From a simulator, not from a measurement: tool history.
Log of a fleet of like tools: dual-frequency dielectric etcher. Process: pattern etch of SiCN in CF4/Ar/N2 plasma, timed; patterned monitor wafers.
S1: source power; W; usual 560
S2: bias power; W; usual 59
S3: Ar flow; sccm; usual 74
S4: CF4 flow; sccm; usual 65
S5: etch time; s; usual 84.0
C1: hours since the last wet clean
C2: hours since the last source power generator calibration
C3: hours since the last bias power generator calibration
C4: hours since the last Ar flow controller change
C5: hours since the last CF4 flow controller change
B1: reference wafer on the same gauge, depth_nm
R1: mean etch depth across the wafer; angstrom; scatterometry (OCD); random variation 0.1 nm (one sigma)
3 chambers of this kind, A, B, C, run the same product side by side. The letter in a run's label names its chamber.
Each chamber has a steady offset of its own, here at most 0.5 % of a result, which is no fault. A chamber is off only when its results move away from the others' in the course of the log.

run,hour,S1,S2,S3,S4,S5,C1,C2,C3,C4,C5,B1,R1
1B,5.1,560,59,74,65,84.0,114.3,2718.0,232.8,671.5,3158.1,75.580,853.66
# hour 10.7: chamber B: CF4 flow controller replaced
2C,10.9,560,59,74,65,84.0,367.0,2699.6,2786.6,2734.4,152.7,75.574,847.43
3A,14.5,560,59,74,65,84.0,391.1,1571.2,166.9,4978.6,2075.7,75.527,853.31
4A,17.6,560,59,74,65,84.0,394.2,1574.3,170.0,4981.7,2078.8,75.541,852.43
5C,22.3,560,59,74,65,84.0,378.4,2711.0,2798.0,2745.8,164.1,75.514,845.56
6B,26.6,560,59,74,65,84.0,135.8,2739.5,254.3,693.0,16.0,75.503,850.34
7B,29.6,560,59,74,65,84.0,138.8,2742.5,257.3,696.0,19.0,75.527,850.91
8C,33.4,560,59,74,55,84.0,389.5,2722.1,2809.1,2756.9,175.2,75.503,824.45
9A,38.1,560,59,74,55,84.0,414.7,1594.8,190.5,5002.2,2099.3,75.474,828.69
# hour 39.1: chamber C: wet clean of the chamber
10B,41.1,560,59,74,55,84.0,150.3,2754.0,268.8,707.5,30.5,75.451,830.88
11C,44.8,560,59,74,65,84.0,5.8,2733.5,2820.5,2768.3,186.6,75.442,845.26
12A,47.4,560,59,61,65,72.5,424.0,1604.1,199.8,5011.5,2108.6,75.424,755.34
# hour 52.2: chamber C: bias power generator calibrated
13B,52.3,560,59,61,65,72.5,161.5,2765.2,280.0,718.7,41.7,75.434,755.61
14C,56.5,560,59,61,65,72.5,17.5,2745.2,4.3,2780.0,198.3,75.385,751.22
15A,62.1,560,59,74,65,84.0,438.7,1618.8,214.5,5026.2,2123.3,75.393,849.38
16A,65.7,560,59,74,65,84.0,442.3,1622.4,218.1,5029.8,2126.9,75.350,850.19
17C,68.4,560,59,74,65,84.0,29.4,2757.1,16.2,2791.9,210.2,75.352,847.04
18B,73.5,560,59,74,65,84.0,182.7,2786.4,301.2,739.9,62.9,75.332,849.53
19A,78.3,560,59,74,65,84.0,454.9,1635.0,230.7,5042.4,2139.5,75.317,849.73
20B,81.3,560,45,84,65,84.0,190.5,2794.2,309.0,747.7,70.7,75.331,765.34
21C,84.2,560,45,84,65,84.0,45.2,2772.9,32.0,2807.7,226.0,75.290,759.50
22C,90.0,560,45,84,65,84.0,51.0,2778.7,37.8,2813.5,231.8,75.264,760.50
23A,92.9,560,59,74,65,84.0,469.5,1649.6,245.3,5057.0,2154.1,75.271,847.71
24B,97.6,560,59,74,65,84.0,206.8,2810.5,325.3,764.0,87.0,75.241,849.44
25A,102.5,560,59,74,65,84.0,479.1,1659.2,254.9,5066.6,2163.7,75.222,848.10

What goes on in this fleet: one chamber off, a drifting gauge, or nothing beyond the chambers' own small offsets? Name the chamber and the cause, if any.

The gauge drifts, so all chambers seem to drift together. No chamber is off.
Cause: gauge reads low (%) = 0.51.
